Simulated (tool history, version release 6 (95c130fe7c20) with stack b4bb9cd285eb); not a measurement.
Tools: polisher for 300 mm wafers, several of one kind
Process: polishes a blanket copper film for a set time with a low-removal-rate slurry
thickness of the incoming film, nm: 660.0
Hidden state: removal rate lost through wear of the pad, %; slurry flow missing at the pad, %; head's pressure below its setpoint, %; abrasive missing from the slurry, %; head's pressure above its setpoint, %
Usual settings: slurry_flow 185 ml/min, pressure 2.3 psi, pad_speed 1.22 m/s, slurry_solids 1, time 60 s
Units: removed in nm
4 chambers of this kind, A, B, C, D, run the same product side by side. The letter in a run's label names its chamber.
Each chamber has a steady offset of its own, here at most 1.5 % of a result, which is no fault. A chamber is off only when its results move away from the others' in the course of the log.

run,hour,slurry_flow,pressure,pad_speed,slurry_solids,time,wafers polished on this pad,hours since the slurry nozzle was cleaned,hours since the head pressure was calibrated,hours since the slurry blender was calibrated,removed
# hour 8: chamber D: slurry blender recalibrated
1A,9.4,185,2.3,1.22,1,60,691,94.2,961.5,171,193.26
2C,24.8,185,2.3,1.22,1,60,638,126.7,54.2,101.9,194.86
# hour 33.8: chamber A: slurry blender recalibrated
3B,39.8,185,2.3,1.22,1,60,722,403.2,154.1,218.4,189.41
# hour 40.6: chamber B: worn pad replaced by a new one
4D,51.6,185,2.3,1.22,1,60,571,85.7,1272.6,43.6,194.34
# hour 61.7: chamber A: worn pad replaced by a new one
# hour 64.5: chamber D: worn pad replaced by a new one
5A,66.9,185,2.3,1.22,1,60,45,151.7,1019,33.2,193.61
6B,79.7,185,2.3,1.22,1,60,342,443.1,194,258.3,191.67
7D,93.1,185,2.3,1.22,1,60,250,127.2,1314.1,85.1,191.29
# hour 99.1: chamber C: worn pad replaced by a new one
8C,106.3,185,2.3,1.22,1,60,63,208.2,135.7,183.4,194.36
9C,120.7,185,2.3,1.22,1,60,189,222.6,150.1,197.8,192.16
# hour 127.8: chamber B: worn pad replaced by a new one
10B,132.5,185,2.3,1.22,1,60,41,495.9,246.8,311.1,188.6
11D,143.6,185,2.3,1.22,0.8,49,692,177.7,1364.6,135.6,150.23
# hour 148.4: chamber D: worn pad replaced by a new one
12A,151.4,185,2.3,1.22,0.8,49,784,236.2,1103.5,117.7,147.43
13B,166.6,185,2.3,1.22,0.8,49,339,530,280.9,345.2,148.81
14C,178.3,185,2.3,1.22,0.8,49,692,280.2,207.7,255.4,150.13
# hour 184.6: chamber D: slurry nozzle cleaned
15D,185.4,185,2.3,1.22,1,60,324,0.8,1406.4,177.4,194.47
# hour 187.4: chamber C: slurry blender recalibrated
16A,195.3,185,2.3,1.22,1,60,1167,280.1,1147.4,161.6,186.5
# hour 196.3: chamber A: worn pad replaced by a new one
# hour 202.9: chamber B: worn pad replaced by a new one
17D,204.5,185,2.3,1.22,1,60,491,19.9,1425.5,196.5,193.09
# hour 207.9: chamber B: slurry nozzle cleaned
# hour 218.3: chamber D: head pressure recalibrated
18B,218.3,185,2.3,1.22,1,60,135,10.5,332.6,396.9,192.3
19C,229.2,185,2.3,1.22,0.9,60,1137,331.1,258.6,41.8,185.62
# hour 231.5: chamber A: slurry blender recalibrated
# hour 236.1: chamber D: worn pad replaced by a new one
20A,242.2,185,2.3,1.22,0.9,60,401,327,1194.3,10.7,184.43
# hour 248.6: chamber C: worn pad replaced by a new one
21D,251.1,185,2.3,1.22,0.9,60,131,66.5,32.9,243.1,189.62
# hour 258.4: chamber B: slurry blender recalibrated
22B,259.7,185,2.3,1.22,0.9,60,497,51.9,374,1.3,187.82
23A,269,185,2.3,1.22,1,60,635,353.8,1221.1,37.5,185.36
24C,281.9,185,2.3,1.22,1,60,291,383.8,311.3,94.5,188.52
# hour 282.9: chamber B: worn pad replaced by a new one
25C,294.5,185,2.3,1.22,1,60,402,396.4,323.9,107.1,193.29
# hour 297.1: chamber B: head pressure recalibrated
26B,301.4,185,2.3,1.22,1,60,162,93.6,4.4,43,191.08
# hour 309.6: chamber A: worn pad replaced by a new one
27D,315.4,185,2.3,1.22,1,60,693,130.8,97.2,307.4,192.64
# hour 315.6: chamber D: worn pad replaced by a new one
28A,322.7,185,2.3,1.46,1,75,114,407.5,1274.8,91.2,270.73
29B,335.2,185,2.3,1.46,1,75,457,127.4,38.2,76.8,290.38
30A,342.1,185,2.3,1.46,1,75,284,426.9,1294.2,110.6,266.1
31C,354.9,185,2.3,1.46,1,75,930,456.8,384.3,167.5,288.37
32D,368.1,185,2.3,1.22,1,60,459,183.5,149.9,360.1,192.4
# hour 369.5: chamber B: worn pad replaced by a new one
33A,383.5,185,2.1,1.22,1,60,646,468.3,1335.6,152,160.24
34D,390.4,185,2.1,1.22,1,60,654,205.8,172.2,382.4,175.78
# hour 391.5: chamber C: worn pad replaced by a new one
35B,398.1,185,2.1,1.22,1,60,250,190.3,101.1,139.7,176.56
36C,406.5,185,2.1,1.22,1,60,131,508.4,435.9,219.1,175.24
37C,415.4,185,2.3,1.22,1,60,209,517.3,444.8,228,189.71
38A,428.8,185,2.3,1.22,1,60,1042,513.6,1380.9,197.3,173.64

Is one chamber off against the others, does the gauge drift, or is nothing wrong? If a chamber is off, say which, and what the likeliest cause is.

Chamber A drifts away from the others.
Cause: slurry flow missing at the pad, % = 40.6.
The log may not tell that from: head's pressure below its setpoint, %.

Here are 4 candidates for chamber A's next run, each the usual settings with a change, their results left as question marks. Which one brings its results back in line with what the others give on the usual settings?
In line means no further than this from the other chambers' mean on the usual settings: removed 8.2 nm
39A-1,439.9,185,2.2,1.18,1,58,,,,,?
39A-2,439.9,185,2.4,1.22,1,63,,,,,?
39A-3,439.9,185,2.1,1.12,1,60,,,,,?
39A-4,439.9,190,2.4,1.3,1,64,,,,,?

The other chambers' mean on the usual settings: removed 191.56 nm
run,removed
39A-1,154.88
39A-2,189.67
39A-3,145.21
39A-4,206.5
39A-2 brings the chamber back in line.
